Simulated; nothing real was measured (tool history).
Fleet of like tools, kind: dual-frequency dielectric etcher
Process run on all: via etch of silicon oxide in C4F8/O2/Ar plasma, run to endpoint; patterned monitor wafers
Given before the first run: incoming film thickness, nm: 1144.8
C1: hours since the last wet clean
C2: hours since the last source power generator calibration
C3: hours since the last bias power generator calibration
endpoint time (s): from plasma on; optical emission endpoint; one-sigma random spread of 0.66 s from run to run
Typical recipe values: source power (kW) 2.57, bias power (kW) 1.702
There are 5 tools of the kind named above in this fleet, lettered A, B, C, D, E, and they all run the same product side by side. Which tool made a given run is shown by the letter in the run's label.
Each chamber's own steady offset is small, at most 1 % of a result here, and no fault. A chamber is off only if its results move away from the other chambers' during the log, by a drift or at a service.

run 1C hour=5.4 | source_power_(kW)=2.57 bias_power_(kW)=1.702 | C1=421.6 C2=1437.4 C3=2378.7 | endpoint_time_(s)=212.79
run 2A hour=13 | source_power_(kW)=2.57 bias_power_(kW)=1.702 | C1=131.7 C2=1118 C3=914.9 | endpoint_time_(s)=214.58
run 3D hour=18.2 | source_power_(kW)=2.57 bias_power_(kW)=1.702 | C1=105 C2=1021.5 C3=315.7 | endpoint_time_(s)=211.21
run 4E hour=27.6 | source_power_(kW)=2.57 bias_power_(kW)=1.702 | C1=205.8 C2=3520.6 C3=326.2 | endpoint_time_(s)=213.66
run 5B hour=32.4 | source_power_(kW)=2.57 bias_power_(kW)=1.702 | C1=457.1 C2=1175.5 C3=1736.1 | endpoint_time_(s)=213.07
run 6E hour=40.1 | source_power_(kW)=2.57 bias_power_(kW)=1.702 | C1=218.3 C2=3533.1 C3=338.7 | endpoint_time_(s)=213.22
run 7B hour=47.1 | source_power_(kW)=3.05 bias_power_(kW)=1.471 | C1=471.8 C2=1190.2 C3=1750.8 | endpoint_time_(s)=207.58
run 8C hour=52.2 | source_power_(kW)=3.05 bias_power_(kW)=1.471 | C1=468.4 C2=1484.2 C3=2425.5 | endpoint_time_(s)=206.69
run 9D hour=59.6 | source_power_(kW)=3.05 bias_power_(kW)=1.471 | C1=146.4 C2=1062.9 C3=357.1 | endpoint_time_(s)=205.65
-- hour=60.9 chamber C: wet clean of the chamber
run 10A hour=66.9 | source_power_(kW)=3.05 bias_power_(kW)=1.471 | C1=185.6 C2=1171.9 C3=968.8 | endpoint_time_(s)=206.75
-- hour=71.3 chamber B: wet clean of the chamber
run 11C hour=74.8 | source_power_(kW)=3.05 bias_power_(kW)=1.471 | C1=13.9 C2=1506.8 C3=2448.1 | endpoint_time_(s)=205.86
run 12E hour=79.9 | source_power_(kW)=2.57 bias_power_(kW)=1.702 | C1=258.1 C2=3572.9 C3=378.5 | endpoint_time_(s)=213.04
run 13B hour=86.5 | source_power_(kW)=2.57 bias_power_(kW)=1.702 | C1=15.2 C2=1229.6 C3=1790.2 | endpoint_time_(s)=219.91
run 14A hour=92.5 | source_power_(kW)=2.29 bias_power_(kW)=1.702 | C1=211.2 C2=1197.5 C3=994.4 | endpoint_time_(s)=224.18
run 15D hour=99.7 | source_power_(kW)=2.29 bias_power_(kW)=1.702 | C1=186.5 C2=1103 C3=397.2 | endpoint_time_(s)=221.85
run 16B hour=108.7 | source_power_(kW)=2.29 bias_power_(kW)=1.702 | C1=37.4 C2=1251.8 C3=1812.4 | endpoint_time_(s)=229.97
run 17A hour=113.3 | source_power_(kW)=2.29 bias_power_(kW)=1.702 | C1=232 C2=1218.3 C3=1015.2 | endpoint_time_(s)=224.06
run 18E hour=122.6 | source_power_(kW)=2.29 bias_power_(kW)=1.702 | C1=300.8 C2=3615.6 C3=421.2 | endpoint_time_(s)=223.26
run 19D hour=130.4 | source_power_(kW)=2.57 bias_power_(kW)=1.702 | C1=217.2 C2=1133.7 C3=427.9 | endpoint_time_(s)=211.03
run 20C hour=138.5 | source_power_(kW)=2.57 bias_power_(kW)=1.702 | C1=77.6 C2=1570.5 C3=2511.8 | endpoint_time_(s)=213.87
run 21E hour=142.9 | source_power_(kW)=2.57 bias_power_(kW)=1.702 | C1=321.1 C2=3635.9 C3=441.5 | endpoint_time_(s)=213.93
run 22B hour=148.3 | source_power_(kW)=2.57 bias_power_(kW)=1.702 | C1=77 C2=1291.4 C3=1852 | endpoint_time_(s)=220.02
run 23D hour=156.4 | source_power_(kW)=2.57 bias_power_(kW)=1.702 | C1=243.2 C2=1159.7 C3=453.9 | endpoint_time_(s)=211.05
run 24A hour=165 | source_power_(kW)=2.57 bias_power_(kW)=1.702 | C1=283.7 C2=1270 C3=1066.9 | endpoint_time_(s)=213.72
-- hour=172.4 chamber E: source power generator calibrated
run 25C hour=173.9 | source_power_(kW)=2.57 bias_power_(kW)=1.702 | C1=113 C2=1605.9 C3=2547.2 | endpoint_time_(s)=211.94
run 26C hour=183 | source_power_(kW)=2.57 bias_power_(kW)=1.702 | C1=122.1 C2=1615 C3=2556.3 | endpoint_time_(s)=213.78
run 27A hour=190.4 | source_power_(kW)=2.57 bias_power_(kW)=1.702 | C1=309.1 C2=1295.4 C3=1092.3 | endpoint_time_(s)=214.67
run 28B hour=195.1 | source_power_(kW)=3.13 bias_power_(kW)=1.702 | C1=123.8 C2=1338.2 C3=1898.8 | endpoint_time_(s)=203.52
-- hour=196.5 chamber E: wet clean of the chamber
run 29D hour=204.4 | source_power_(kW)=3.13 bias_power_(kW)=1.702 | C1=291.2 C2=1207.7 C3=501.9 | endpoint_time_(s)=195.21
run 30E hour=210 | source_power_(kW)=3.13 bias_power_(kW)=1.702 | C1=13.6 C2=37.7 C3=508.6 | endpoint_time_(s)=197.31
run 31C hour=215.1 | source_power_(kW)=3.13 bias_power_(kW)=1.702 | C1=154.2 C2=1647.1 C3=2588.4 | endpoint_time_(s)=195.91
run 32D hour=222.9 | source_power_(kW)=3.13 bias_power_(kW)=1.702 | C1=309.7 C2=1226.2 C3=520.4 | endpoint_time_(s)=195.63
run 33E hour=227.5 | source_power_(kW)=2.57 bias_power_(kW)=1.702 | C1=31.1 C2=55.2 C3=526.1 | endpoint_time_(s)=213.74
run 34A hour=233.3 | source_power_(kW)=2.57 bias_power_(kW)=1.702 | C1=352 C2=1338.3 C3=1135.2 | endpoint_time_(s)=214.6

Is one chamber off against the others, does the gauge drift, or is nothing wrong? If a chamber is off, say which, and what the likeliest cause is.

Chamber B has stood off from the others ever since a service on it.
What lies behind it: etch rate under this chamber's usual, % = 2.77.

Here are 4 candidates for chamber B's next run, each the usual settings with a change, their results left as question marks. Which one brings its results back in line with what the others give on the usual settings?
In line here means within this much of the mean the other chambers give on the usual settings: endpoint time (s) 2.3
run 35B-1 hour=240.2 | source_power_(kW)=2.64 bias_power_(kW)=1.702 | endpoint_time_(s)=?
run 35B-2 hour=240.2 | source_power_(kW)=2.57 bias_power_(kW)=1.635 | endpoint_time_(s)=?
run 35B-3 hour=240.2 | source_power_(kW)=2.35 bias_power_(kW)=1.702 | endpoint_time_(s)=?
run 35B-4 hour=240.2 | source_power_(kW)=2.79 bias_power_(kW)=1.702 | endpoint_time_(s)=?

What the other chambers average on the usual settings: endpoint time (s) 212.81
run=35B-1 endpoint_time_(s)=218.49
run=35B-2 endpoint_time_(s)=223.25
run=35B-3 endpoint_time_(s)=228.87
run=35B-4 endpoint_time_(s)=213.71
It is 35B-4 that realigns the chamber with its peers.
